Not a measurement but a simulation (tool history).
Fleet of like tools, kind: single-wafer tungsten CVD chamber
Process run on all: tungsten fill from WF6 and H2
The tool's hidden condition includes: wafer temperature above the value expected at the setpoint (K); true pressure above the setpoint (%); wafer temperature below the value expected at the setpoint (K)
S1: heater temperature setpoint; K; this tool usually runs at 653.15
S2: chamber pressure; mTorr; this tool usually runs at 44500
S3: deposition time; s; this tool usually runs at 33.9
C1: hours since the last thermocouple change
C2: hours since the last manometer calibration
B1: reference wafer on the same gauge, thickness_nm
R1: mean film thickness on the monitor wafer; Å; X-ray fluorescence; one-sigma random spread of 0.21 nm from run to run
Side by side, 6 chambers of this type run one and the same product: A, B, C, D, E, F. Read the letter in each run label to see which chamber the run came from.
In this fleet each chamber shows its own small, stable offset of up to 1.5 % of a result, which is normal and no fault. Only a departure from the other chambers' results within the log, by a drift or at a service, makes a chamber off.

run   hour      S1     S2    S3      C1      C2      B1      R1
 1C   14.1  653.15  44500  33.9   749.2  2425.4  87.030  805.07
 2B   22.1  653.15  44500  33.9   458.5  2514.8  87.058  808.11
 3D   33.4  653.15  44500  33.9   175.1  2608.4  87.055  817.09
      42.4  -- chamber B: capacitance manometer re-zeroed and calibrated
 4E   42.7  653.15  44500  33.9   343.2   387.3  86.949  805.87
 5A   51.8  653.15  44500  33.9   982.1   939.5  86.980  807.66
      53.2  -- chamber F: capacitance manometer re-zeroed and calibrated
 6F   65.7  653.15  44500  33.9  1852.2    12.5  87.000  806.85
 7E   77.2  653.15  44500  33.9   377.7   421.8  86.982  808.67
 8C   88.0  653.15  44500  33.9   823.1  2499.3  87.006  805.55
 9D  101.9  653.15  44500  33.9   243.6  2676.9  87.028  817.10
10A  115.9  653.15  44500  33.9  1046.2  1003.6  87.038  813.04
11F  129.1  660.15  44500  33.9  1915.6    75.9  87.028  925.89
12B  136.3  660.15  44500  33.9   572.7    93.9  86.939  929.19
13D  151.3  660.15  44500  33.9   293.0  2726.3  87.007  940.34
14E  164.6  660.15  44500  33.9   465.1   509.2  87.046  931.09
15C  179.2  660.15  44500  33.9   914.3  2590.5  87.022  926.33
16F  192.7  660.15  44500  33.9  1979.2   139.5  87.002  926.73
17B  204.2  660.15  44500  33.9   640.6   161.8  86.984  926.78
     206.9  -- chamber C: capacitance manometer re-zeroed and calibrated
18A  213.3  660.15  44500  33.9  1143.6  1101.0  87.021  930.56
     219.4  -- chamber D: capacitance manometer re-zeroed and calibrated
19F  220.7  660.15  44500  33.9  2007.2   167.5  87.088  920.78
20A  232.4  660.15  44500  33.9  1162.7  1120.1  86.938  926.32
21B  242.5  660.15  44500  33.9   678.9   200.1  87.046  925.95
22C  252.7  660.15  44500  33.9   987.8    45.8  87.001  932.14
23E  264.3  653.15  44500  33.9   564.8   608.9  86.990  810.74
24D  273.0  653.15  44500  33.9   414.7    53.7  87.013  816.15
25C  287.3  653.15  44500  33.9  1022.4    80.4  86.996  802.88
26E  295.2  653.15  44500  33.9   595.7   639.8  87.023  805.14
     300.0  -- chamber F: thermocouple changed; heater temperature recalibrated
27F  306.3  653.15  44500  33.9     6.4   253.1  87.049  827.60
28B  319.8  653.15  44500  33.9   756.2   277.4  86.984  803.79
29A  333.8  653.15  44500  33.9  1264.1  1221.5  87.050  807.01
30D  347.7  653.15  44500  36.0   489.4   128.4  86.970  864.80
31C  361.8  653.15  44500  36.0  1096.9   154.9  86.940  857.12
32B  375.7  653.15  44500  36.0   812.1   333.3  87.014  857.19
33D  384.1  653.15  44500  36.0   525.8   164.8  87.007  867.48
34F  396.6  653.15  44500  36.0    96.7   343.4  86.992  879.59
35E  406.1  653.15  44500  36.0   706.6   750.7  87.049  857.15
36A  416.4  653.15  44500  33.9  1346.7  1304.1  86.956  809.82
37D  423.3  653.15  44500  33.9   565.0   204.0  86.945  814.16
38C  438.2  653.15  44500  33.9  1173.3   231.3  87.033  803.72
39F  451.7  653.15  44500  33.9   151.8   398.5  86.964  827.67
     451.8  -- chamber B: thermocouple changed; heater temperature recalibrated
40B  466.4  653.15  44500  33.9    14.7   424.0  86.975  807.32
41E  478.6  653.15  44500  33.9   779.1   823.2  86.995  805.27

Next, all 6 chambers run the settings below, one line each with question marks for the results. What does each chamber give?
42A  489.4  653.15  51700  33.9               ?
42B  489.4  653.15  51700  33.9               ?
42C  489.4  653.15  51700  33.9               ?
42D  489.4  653.15  51700  33.9               ?
42E  489.4  653.15  51700  33.9               ?
42F  489.4  653.15  51700  33.9               ?

run      R1
42A  868.30
42B  863.56
42C  864.90
42D  871.65
42E  866.62
42F  889.18
